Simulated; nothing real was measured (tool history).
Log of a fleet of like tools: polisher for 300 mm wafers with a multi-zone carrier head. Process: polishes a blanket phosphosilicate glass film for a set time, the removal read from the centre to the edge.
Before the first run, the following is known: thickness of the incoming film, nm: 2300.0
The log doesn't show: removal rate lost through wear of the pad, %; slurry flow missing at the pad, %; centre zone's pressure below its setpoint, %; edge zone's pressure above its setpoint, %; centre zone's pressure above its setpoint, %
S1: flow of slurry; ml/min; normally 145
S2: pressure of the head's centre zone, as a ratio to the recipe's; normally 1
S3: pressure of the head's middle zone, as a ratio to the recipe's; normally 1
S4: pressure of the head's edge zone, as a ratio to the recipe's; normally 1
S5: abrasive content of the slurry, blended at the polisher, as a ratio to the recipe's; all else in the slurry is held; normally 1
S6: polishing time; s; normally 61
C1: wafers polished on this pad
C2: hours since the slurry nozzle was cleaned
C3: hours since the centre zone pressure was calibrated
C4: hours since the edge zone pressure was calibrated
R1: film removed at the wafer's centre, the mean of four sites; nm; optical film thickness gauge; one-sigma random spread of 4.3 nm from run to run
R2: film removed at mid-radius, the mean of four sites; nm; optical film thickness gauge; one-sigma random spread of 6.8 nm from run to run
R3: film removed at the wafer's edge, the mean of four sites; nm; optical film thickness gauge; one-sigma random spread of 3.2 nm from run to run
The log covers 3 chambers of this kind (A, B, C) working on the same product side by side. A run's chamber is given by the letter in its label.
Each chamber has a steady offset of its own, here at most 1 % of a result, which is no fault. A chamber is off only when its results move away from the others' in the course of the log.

run 1B hour=11.6 | S1=145 S2=1 S3=1 S4=1 S5=1 S6=61 | C1=363 C2=194.3 C3=1090.1 C4=789.6 | R1=475.94 R2=470.16 R3=478.69
run 2A hour=17.4 | S1=145 S2=1 S3=1 S4=1 S5=1 S6=61 | C1=220 C2=220.5 C3=679.3 C4=715 | R1=462.18 R2=472.6 R3=471.43
run 3C hour=28 | S1=145 S2=1 S3=1 S4=1 S5=1 S6=61 | C1=767 C2=85 C3=308 C4=372.1 | R1=477.37 R2=476.91 R3=467.9
run 4C hour=37.6 | S1=145 S2=1 S3=1 S4=1 S5=1 S6=61 | C1=856 C2=94.6 C3=317.6 C4=381.7 | R1=477.81 R2=470.07 R3=467.48
run 5B hour=46.6 | S1=145 S2=1.11 S3=1 S4=1 S5=1 S6=53 | C1=689 C2=229.3 C3=1125.1 C4=824.6 | R1=465.81 R2=410.37 R3=415.12
run 6A hour=57.9 | S1=145 S2=1.11 S3=1 S4=1 S5=1 S6=53 | C1=597 C2=261 C3=719.8 C4=755.5 | R1=465.05 R2=406.31 R3=412.79
-- hour=58 chamber C: worn pad replaced by a new one
run 7A hour=66.4 | S1=145 S2=1.11 S3=1 S4=1 S5=1 S6=53 | C1=677 C2=269.5 C3=728.3 C4=764 | R1=462.12 R2=410.18 R3=410.14
-- hour=67.7 chamber B: worn pad replaced by a new one
run 8C hour=77.5 | S1=145 S2=1 S3=1 S4=1 S5=1 S6=61 | C1=181 C2=134.5 C3=357.5 C4=421.6 | R1=473.01 R2=460.49 R3=474.3
run 9B hour=88.5 | S1=145 S2=1 S3=1 S4=1 S5=1 S6=61 | C1=193 C2=271.2 C3=1167 C4=866.5 | R1=479.52 R2=461.85 R3=480.53
run 10B hour=96.3 | S1=145 S2=1 S3=1 S4=1 S5=1 S6=61 | C1=266 C2=279 C3=1174.8 C4=874.3 | R1=474.33 R2=466.52 R3=470.47
-- hour=105.8 chamber B: edge zone pressure recalibrated
run 11C hour=107.3 | S1=145 S2=1 S3=1 S4=1 S5=1 S6=61 | C1=458 C2=164.3 C3=387.3 C4=451.4 | R1=472.98 R2=474 R3=471.22
run 12A hour=117.7 | S1=145 S2=1 S3=1 S4=1 S5=1 S6=61 | C1=1154 C2=320.8 C3=779.6 C4=815.3 | R1=474.14 R2=480.85 R3=468.98
-- hour=120.9 chamber A: edge zone pressure recalibrated
run 13B hour=124 | S1=145 S2=1 S3=1 S4=1 S5=1 S6=61 | C1=524 C2=306.7 C3=1202.5 C4=18.2 | R1=476.32 R2=485.66 R3=479.92
run 14A hour=134.5 | S1=145 S2=1 S3=1 S4=1 S5=1 S6=61 | C1=1310 C2=337.6 C3=796.4 C4=13.7 | R1=479.22 R2=479.32 R3=470.85
-- hour=139.5 chamber A: worn pad replaced by a new one
run 15C hour=141.5 | S1=145 S2=0.89 S3=1 S4=1 S5=0.8 S6=61 | C1=777 C2=198.5 C3=421.5 C4=485.6 | R1=373.11 R2=425.13 R3=418.53
run 16B hour=150.3 | S1=145 S2=0.89 S3=1 S4=1 S5=0.8 S6=61 | C1=768 C2=333 C3=1228.8 C4=44.5 | R1=378.62 R2=427.86 R3=426.77
run 17A hour=159.2 | S1=145 S2=0.89 S3=1 S4=1 S5=0.8 S6=61 | C1=183 C2=362.3 C3=821.1 C4=38.4 | R1=376.33 R2=430.79 R3=433.02
run 18C hour=168.8 | S1=145 S2=1 S3=1 S4=1 S5=1 S6=61 | C1=1031 C2=225.8 C3=448.8 C4=512.9 | R1=478.49 R2=478.45 R3=472.41
-- hour=173 chamber B: worn pad replaced by a new one
run 19B hour=175.2 | S1=145 S2=1 S3=1 S4=1 S5=1 S6=61 | C1=20 C2=357.9 C3=1253.7 C4=69.4 | R1=481.31 R2=478.36 R3=475.92
run 20C hour=180.8 | S1=145 S2=1 S3=1 S4=1 S5=1 S6=61 | C1=1142 C2=237.8 C3=460.8 C4=524.9 | R1=478.68 R2=460.03 R3=468.96
run 21A hour=186.6 | S1=145 S2=1 S3=1 S4=1 S5=1 S6=61 | C1=438 C2=389.7 C3=848.5 C4=65.8 | R1=474.31 R2=474.61 R3=475.22
-- hour=187.5 chamber C: worn pad replaced by a new one
run 22C hour=192.2 | S1=145 S2=1 S3=1 S4=1 S5=1 S6=61 | C1=44 C2=249.2 C3=472.2 C4=536.3 | R1=478.39 R2=461.96 R3=473.94
run 23B hour=200.5 | S1=145 S2=1 S3=1 S4=0.95 S5=1 S6=61 | C1=256 C2=383.2 C3=1279 C4=94.7 | R1=475.55 R2=471.43 R3=460.76
-- hour=201.6 chamber A: slurry nozzle cleaned
run 24A hour=209.5 | S1=145 S2=1 S3=1 S4=0.95 S5=1 S6=61 | C1=651 C2=8 C3=871.4 C4=88.7 | R1=473.34 R2=488.38 R3=467.02
-- hour=209.6 chamber B: centre zone pressure recalibrated
-- hour=214.7 chamber B: slurry nozzle cleaned
run 25C hour=219.8 | S1=145 S2=1 S3=1 S4=0.95 S5=1 S6=61 | C1=301 C2=276.8 C3=499.8 C4=563.9 | R1=474.92 R2=467.72 R3=463.32
run 26B hour=230.2 | S1=145 S2=1 S3=1 S4=1 S5=1 S6=61 | C1=532 C2=15.5 C3=20.7 C4=124.4 | R1=473.4 R2=474 R3=476.23
-- hour=232.9 chamber C: centre zone pressure recalibrated
run 27A hour=239.8 | S1=145 S2=1 S3=1 S4=1 S5=1 S6=61 | C1=933 C2=38.3 C3=901.7 C4=119 | R1=471.35 R2=475.88 R3=473.11
-- hour=240.3 chamber C: slurry nozzle cleaned
run 28C hour=246.7 | S1=145 S2=1 S3=1 S4=1 S5=1 S6=61 | C1=551 C2=6.5 C3=13.8 C4=590.8 | R1=473.1 R2=457.71 R3=473.75
run 29A hour=255.4 | S1=145 S2=1 S3=0.93 S4=1 S5=1 S6=61 | C1=1078 C2=53.9 C3=917.3 C4=134.6 | R1=467.91 R2=462.56 R3=471.99
run 30B hour=264 | S1=145 S2=1 S3=0.93 S4=1 S5=1 S6=61 | C1=847 C2=49.3 C3=54.5 C4=158.2 | R1=477.52 R2=440.39 R3=477.27

Is one chamber out of step, is the gauge drifting, or do the chambers differ by no more than their own small offsets? For an off chamber, give its letter and the likeliest cause.

Nothing is wrong: each chamber keeps only its own small, steady offset and the gauge holds still.
